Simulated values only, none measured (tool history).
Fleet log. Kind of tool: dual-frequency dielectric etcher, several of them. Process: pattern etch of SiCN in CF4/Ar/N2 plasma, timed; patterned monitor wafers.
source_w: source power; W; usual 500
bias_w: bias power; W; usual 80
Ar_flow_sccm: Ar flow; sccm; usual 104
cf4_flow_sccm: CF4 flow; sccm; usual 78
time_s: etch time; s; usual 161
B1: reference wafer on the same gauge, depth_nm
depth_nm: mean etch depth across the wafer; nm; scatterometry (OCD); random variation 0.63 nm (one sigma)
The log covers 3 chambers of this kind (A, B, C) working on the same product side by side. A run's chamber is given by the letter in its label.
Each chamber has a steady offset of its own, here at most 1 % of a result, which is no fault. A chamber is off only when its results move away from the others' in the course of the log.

run 1A hour=2.1 | source_w=500 bias_w=80 Ar_flow_sccm=104 cf4_flow_sccm=78 time_s=161 | B1=148.98 | depth_nm=157.68
run 2B hour=5.1 | source_w=500 bias_w=80 Ar_flow_sccm=104 cf4_flow_sccm=78 time_s=161 | B1=149.01 | depth_nm=160.26
run 3C hour=7.7 | source_w=500 bias_w=80 Ar_flow_sccm=104 cf4_flow_sccm=78 time_s=161 | B1=149 | depth_nm=157.51
run 4B hour=10.6 | source_w=500 bias_w=80 Ar_flow_sccm=104 cf4_flow_sccm=78 time_s=161 | B1=149.09 | depth_nm=160.32
run 5A hour=14.2 | source_w=500 bias_w=80 Ar_flow_sccm=104 cf4_flow_sccm=78 time_s=161 | B1=148.99 | depth_nm=158.65
run 6C hour=17.7 | source_w=500 bias_w=80 Ar_flow_sccm=104 cf4_flow_sccm=78 time_s=161 | B1=149.05 | depth_nm=158.63
run 7C hour=21.4 | source_w=500 bias_w=80 Ar_flow_sccm=104 cf4_flow_sccm=78 time_s=161 | B1=148.97 | depth_nm=157.59
run 8B hour=24.2 | source_w=500 bias_w=80 Ar_flow_sccm=104 cf4_flow_sccm=78 time_s=161 | B1=148.9 | depth_nm=159.84
run 9A hour=26.6 | source_w=500 bias_w=80 Ar_flow_sccm=104 cf4_flow_sccm=78 time_s=161 | B1=148.89 | depth_nm=158.16
run 10A hour=28.9 | source_w=500 bias_w=80 Ar_flow_sccm=104 cf4_flow_sccm=78 time_s=161 | B1=148.8 | depth_nm=158.67
run 11B hour=33.7 | source_w=500 bias_w=80 Ar_flow_sccm=104 cf4_flow_sccm=78 time_s=161 | B1=149.01 | depth_nm=159.66
run 12C hour=38.4 | source_w=500 bias_w=80 Ar_flow_sccm=104 cf4_flow_sccm=78 time_s=161 | B1=149.16 | depth_nm=157.08
run 13A hour=43.1 | source_w=500 bias_w=80 Ar_flow_sccm=104 cf4_flow_sccm=78 time_s=161 | B1=148.98 | depth_nm=159.02
run 14B hour=47.3 | source_w=500 bias_w=80 Ar_flow_sccm=104 cf4_flow_sccm=78 time_s=161 | B1=149.18 | depth_nm=158.81
run 15C hour=49.8 | source_w=500 bias_w=80 Ar_flow_sccm=92 cf4_flow_sccm=67 time_s=161 | B1=149.03 | depth_nm=157.28
run 16C hour=53.4 | source_w=500 bias_w=80 Ar_flow_sccm=92 cf4_flow_sccm=67 time_s=161 | B1=149.09 | depth_nm=156.42
run 17B hour=56.4 | source_w=500 bias_w=80 Ar_flow_sccm=92 cf4_flow_sccm=67 time_s=161 | B1=149.02 | depth_nm=157.95
run 18A hour=58.8 | source_w=500 bias_w=80 Ar_flow_sccm=104 cf4_flow_sccm=78 time_s=161 | B1=148.95 | depth_nm=158.1
-- hour=59.7 chamber B: wet clean of the chamber
run 19B hour=63.5 | source_w=500 bias_w=80 Ar_flow_sccm=104 cf4_flow_sccm=78 time_s=161 | B1=148.89 | depth_nm=160.02
run 20A hour=68 | source_w=500 bias_w=80 Ar_flow_sccm=104 cf4_flow_sccm=78 time_s=161 | B1=149.03 | depth_nm=158.26
run 21C hour=71.9 | source_w=500 bias_w=80 Ar_flow_sccm=104 cf4_flow_sccm=78 time_s=161 | B1=148.92 | depth_nm=158.46
-- hour=72.9 chamber A: wet clean of the chamber
run 22A hour=76.7 | source_w=500 bias_w=80 Ar_flow_sccm=104 cf4_flow_sccm=78 time_s=161 | B1=148.9 | depth_nm=158.52
run 23C hour=79.8 | source_w=500 bias_w=80 Ar_flow_sccm=104 cf4_flow_sccm=78 time_s=161 | B1=148.92 | depth_nm=156.77
run 24B hour=83.4 | source_w=500 bias_w=80 Ar_flow_sccm=104 cf4_flow_sccm=78 time_s=161 | B1=148.97 | depth_nm=159.39
run 25C hour=86.3 | source_w=500 bias_w=80 Ar_flow_sccm=82 cf4_flow_sccm=78 time_s=186 | B1=149.01 | depth_nm=189.07
run 26B hour=90.6 | source_w=500 bias_w=80 Ar_flow_sccm=82 cf4_flow_sccm=78 time_s=186 | B1=149 | depth_nm=189.57

One chamber off, gauge drift, or nothing amiss beyond the chambers' own small offsets? If it is a chamber, which one, and what is the likeliest cause?

No chamber stands off beyond its own small offset, and the gauge holds steady.

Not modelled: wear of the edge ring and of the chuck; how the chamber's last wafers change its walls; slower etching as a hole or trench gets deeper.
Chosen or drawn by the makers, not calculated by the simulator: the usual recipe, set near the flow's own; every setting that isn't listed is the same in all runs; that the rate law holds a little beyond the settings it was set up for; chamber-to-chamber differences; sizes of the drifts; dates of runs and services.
